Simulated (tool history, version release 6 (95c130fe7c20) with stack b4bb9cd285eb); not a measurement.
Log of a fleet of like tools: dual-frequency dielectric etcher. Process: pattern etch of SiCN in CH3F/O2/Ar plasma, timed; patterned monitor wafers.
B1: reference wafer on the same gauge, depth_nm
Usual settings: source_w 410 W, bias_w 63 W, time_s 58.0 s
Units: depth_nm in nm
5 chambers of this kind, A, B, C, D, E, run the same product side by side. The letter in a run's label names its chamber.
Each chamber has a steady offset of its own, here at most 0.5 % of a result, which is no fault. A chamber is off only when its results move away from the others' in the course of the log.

{"run": "1D", "hour": 4.4, "source_w": 410, "bias_w": 63, "time_s": 58.0, "B1": 23.609, "depth_nm": 20.869}
{"run": "2C", "hour": 11.1, "source_w": 410, "bias_w": 63, "time_s": 58.0, "B1": 23.614, "depth_nm": 20.887}
{"run": "3A", "hour": 16.1, "source_w": 410, "bias_w": 63, "time_s": 58.0, "B1": 23.603, "depth_nm": 20.98}
{"hour": 19.2, "done": "chamber B: wet clean of the chamber"}
{"run": "4B", "hour": 20.8, "source_w": 410, "bias_w": 63, "time_s": 58.0, "B1": 23.618, "depth_nm": 21.019}
{"run": "5E", "hour": 24.9, "source_w": 470, "bias_w": 63, "time_s": 43.0, "B1": 23.61, "depth_nm": 16.405}
{"run": "6B", "hour": 30.4, "source_w": 470, "bias_w": 63, "time_s": 43.0, "B1": 23.624, "depth_nm": 16.451}
{"run": "7E", "hour": 34.5, "source_w": 470, "bias_w": 63, "time_s": 43.0, "B1": 23.621, "depth_nm": 16.38}
{"run": "8C", "hour": 40.7, "source_w": 470, "bias_w": 63, "time_s": 43.0, "B1": 23.623, "depth_nm": 16.342}
{"run": "9D", "hour": 45.5, "source_w": 470, "bias_w": 63, "time_s": 43.0, "B1": 23.623, "depth_nm": 16.307}
{"run": "10A", "hour": 52.0, "source_w": 410, "bias_w": 63, "time_s": 58.0, "B1": 23.634, "depth_nm": 21.004}
{"run": "11E", "hour": 57.8, "source_w": 410, "bias_w": 63, "time_s": 58.0, "B1": 23.64, "depth_nm": 21.028}
{"run": "12C", "hour": 62.9, "source_w": 410, "bias_w": 63, "time_s": 58.0, "B1": 23.654, "depth_nm": 20.91}
{"run": "13A", "hour": 70.4, "source_w": 410, "bias_w": 63, "time_s": 58.0, "B1": 23.647, "depth_nm": 21.075}
{"hour": 72.0, "done": "chamber D: source power generator calibrated"}
{"run": "14D", "hour": 75.5, "source_w": 410, "bias_w": 63, "time_s": 43.5, "B1": 23.66, "depth_nm": 15.679}
{"hour": 81.7, "done": "chamber E: wet clean of the chamber"}
{"run": "15B", "hour": 82.5, "source_w": 410, "bias_w": 63, "time_s": 43.5, "B1": 23.653, "depth_nm": 15.823}
{"run": "16B", "hour": 89.6, "source_w": 410, "bias_w": 63, "time_s": 43.5, "B1": 23.674, "depth_nm": 15.83}
{"run": "17A", "hour": 98.0, "source_w": 410, "bias_w": 63, "time_s": 43.5, "B1": 23.664, "depth_nm": 15.76}
{"run": "18E", "hour": 104.8, "source_w": 410, "bias_w": 63, "time_s": 43.5, "B1": 23.678, "depth_nm": 15.777}
{"hour": 113.5, "done": "chamber C: wet clean of the chamber"}
{"run": "19C", "hour": 113.8, "source_w": 410, "bias_w": 63, "time_s": 58.0, "B1": 23.672, "depth_nm": 21.0}
{"run": "20D", "hour": 118.4, "source_w": 410, "bias_w": 63, "time_s": 58.0, "B1": 23.681, "depth_nm": 21.022}
{"run": "21B", "hour": 123.7, "source_w": 410, "bias_w": 63, "time_s": 58.0, "B1": 23.688, "depth_nm": 21.055}
{"run": "22D", "hour": 128.3, "source_w": 410, "bias_w": 63, "time_s": 58.0, "B1": 23.693, "depth_nm": 20.909}
{"run": "23C", "hour": 133.0, "source_w": 410, "bias_w": 63, "time_s": 58.0, "B1": 23.696, "depth_nm": 20.945}
{"run": "24A", "hour": 138.0, "source_w": 410, "bias_w": 63, "time_s": 58.0, "B1": 23.692, "depth_nm": 21.076}
{"run": "25E", "hour": 141.9, "source_w": 410, "bias_w": 63, "time_s": 58.0, "B1": 23.697, "depth_nm": 21.089}
{"run": "26A", "hour": 149.0, "source_w": 410, "bias_w": 63, "time_s": 52.5, "B1": 23.702, "depth_nm": 19.093}
{"run": "27B", "hour": 155.3, "source_w": 410, "bias_w": 63, "time_s": 52.5, "B1": 23.703, "depth_nm": 19.162}
{"run": "28E", "hour": 159.7, "source_w": 410, "bias_w": 63, "time_s": 52.5, "B1": 23.713, "depth_nm": 19.065}
{"run": "29C", "hour": 165.9, "source_w": 410, "bias_w": 63, "time_s": 52.5, "B1": 23.712, "depth_nm": 18.997}
{"run": "30D", "hour": 172.7, "source_w": 410, "bias_w": 63, "time_s": 52.5, "B1": 23.725, "depth_nm": 19.045}
{"run": "31E", "hour": 177.0, "source_w": 410, "bias_w": 63, "time_s": 58.0, "B1": 23.72, "depth_nm": 21.044}
{"run": "32B", "hour": 183.1, "source_w": 410, "bias_w": 63, "time_s": 58.0, "B1": 23.72, "depth_nm": 21.133}
{"run": "33D", "hour": 190.9, "source_w": 410, "bias_w": 63, "time_s": 58.0, "B1": 23.733, "depth_nm": 21.002}
{"run": "34A", "hour": 196.2, "source_w": 410, "bias_w": 63, "time_s": 58.0, "B1": 23.74, "depth_nm": 21.048}
{"run": "35C", "hour": 202.6, "source_w": 410, "bias_w": 63, "time_s": 58.0, "B1": 23.735, "depth_nm": 21.028}

What goes on in this fleet: one chamber off, a drifting gauge, or nothing beyond the chambers' own small offsets? Name the chamber and the cause, if any.

The gauge drifts, so all chambers seem to drift together. No chamber is off.
Cause: gauge reads high (%) = 0.615.

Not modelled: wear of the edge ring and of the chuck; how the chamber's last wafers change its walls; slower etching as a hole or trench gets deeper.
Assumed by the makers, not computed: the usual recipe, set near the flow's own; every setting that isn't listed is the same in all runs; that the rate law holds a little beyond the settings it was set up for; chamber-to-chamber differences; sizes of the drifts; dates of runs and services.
